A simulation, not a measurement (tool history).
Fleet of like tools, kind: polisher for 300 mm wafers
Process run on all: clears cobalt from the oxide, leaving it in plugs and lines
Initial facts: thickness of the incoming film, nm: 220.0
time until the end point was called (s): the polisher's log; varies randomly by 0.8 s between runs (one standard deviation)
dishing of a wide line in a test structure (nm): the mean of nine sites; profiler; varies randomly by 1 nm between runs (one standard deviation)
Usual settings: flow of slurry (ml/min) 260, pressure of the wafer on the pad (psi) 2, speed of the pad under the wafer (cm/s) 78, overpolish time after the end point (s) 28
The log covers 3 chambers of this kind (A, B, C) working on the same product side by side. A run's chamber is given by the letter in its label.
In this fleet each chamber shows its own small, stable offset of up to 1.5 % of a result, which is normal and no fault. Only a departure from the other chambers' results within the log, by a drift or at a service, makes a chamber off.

run,hour,flow of slurry (ml/min),pressure of the wafer on the pad (psi),speed of the pad under the wafer (cm/s),overpolish time after the end point (s),wafers polished on this pad,hours since the slurry nozzle was cleaned,hours since the head pressure was calibrated,time until the end point was called (s),dishing of a wide line in a test structure (nm)
1C,3.8,260,2,78,28,735,137.1,435.6,62.635,44.823
2A,6.6,260,2,78,28,815,538.6,556.4,62.590,44.956
3B,10.4,260,2,78,28,139,42.9,788.0,63.983,42.980
4B,14.5,260,2,78,28,175,47.0,792.1,63.719,45.767
# hour 16.3: chamber C: worn pad replaced by a new one
5C,19.9,260,2,78,28,32,153.2,451.7,62.007,45.797
# hour 22.9: chamber A: worn pad replaced by a new one
6A,24.6,260,2,78,28,15,556.6,574.4,62.895,43.792
7C,27.6,260,2,78,28,100,160.9,459.4,60.621,45.499
8A,31.5,260,2,78,28,76,563.5,581.3,61.745,44.787
9B,36.1,260,2,78,28,367,68.6,813.7,63.254,45.177
10B,40.1,260,2,78,28,402,72.6,817.7,63.356,45.478
11A,44.6,260,2,78,28,192,576.6,594.4,61.930,44.696
12C,48.9,260,2,78,28,289,182.2,480.7,61.377,43.350
13A,52.1,260,2,78,28,258,584.1,601.9,62.569,43.769
14C,56.1,260,2,78,28,353,189.4,487.9,62.367,45.993
# hour 59.0: chamber C: head pressure recalibrated
15B,60.3,260,2,78,28,582,92.8,837.9,62.812,45.522
# hour 64.0: chamber A: head pressure recalibrated
16B,65.8,260,2,78,28,630,98.3,843.4,62.569,45.934
17C,69.3,260,2,64,22,470,202.6,10.3,73.157,36.687
18A,74.1,260,2,64,22,454,606.1,10.1,68.232,40.534
19C,77.9,260,2,64,22,546,211.2,18.9,74.915,38.146
20A,81.7,260,2,78,28,521,613.7,17.7,55.193,46.269
21B,87.1,260,2,78,28,819,119.6,864.7,62.501,43.497
22B,90.4,260,2,78,28,849,122.9,868.0,63.199,45.773
23A,94.9,260,2,78,28,638,626.9,30.9,57.218,45.267
24C,99.7,260,2,78,28,740,233.0,40.7,60.943,46.310
25A,102.9,260,2,78,28,709,634.9,38.9,56.308,46.747
# hour 107.9: chamber C: worn pad replaced by a new one
26B,108.1,260,2,78,28,1006,140.6,885.7,63.360,45.880
27C,113.6,260,2,78,39,50,246.9,54.6,60.328,51.900

Each of the 3 chambers runs these same settings next. Fill in every chamber's results:
28A,117.5,260,2,78,28,,,,?,?
28B,117.5,260,2,78,28,,,,?,?
28C,117.5,260,2,78,28,,,,?,?

run,time until the end point was called (s),dishing of a wide line in a test structure (nm)
28A,57.898,45.929
28B,64.534,45.614
28C,62.012,46.429
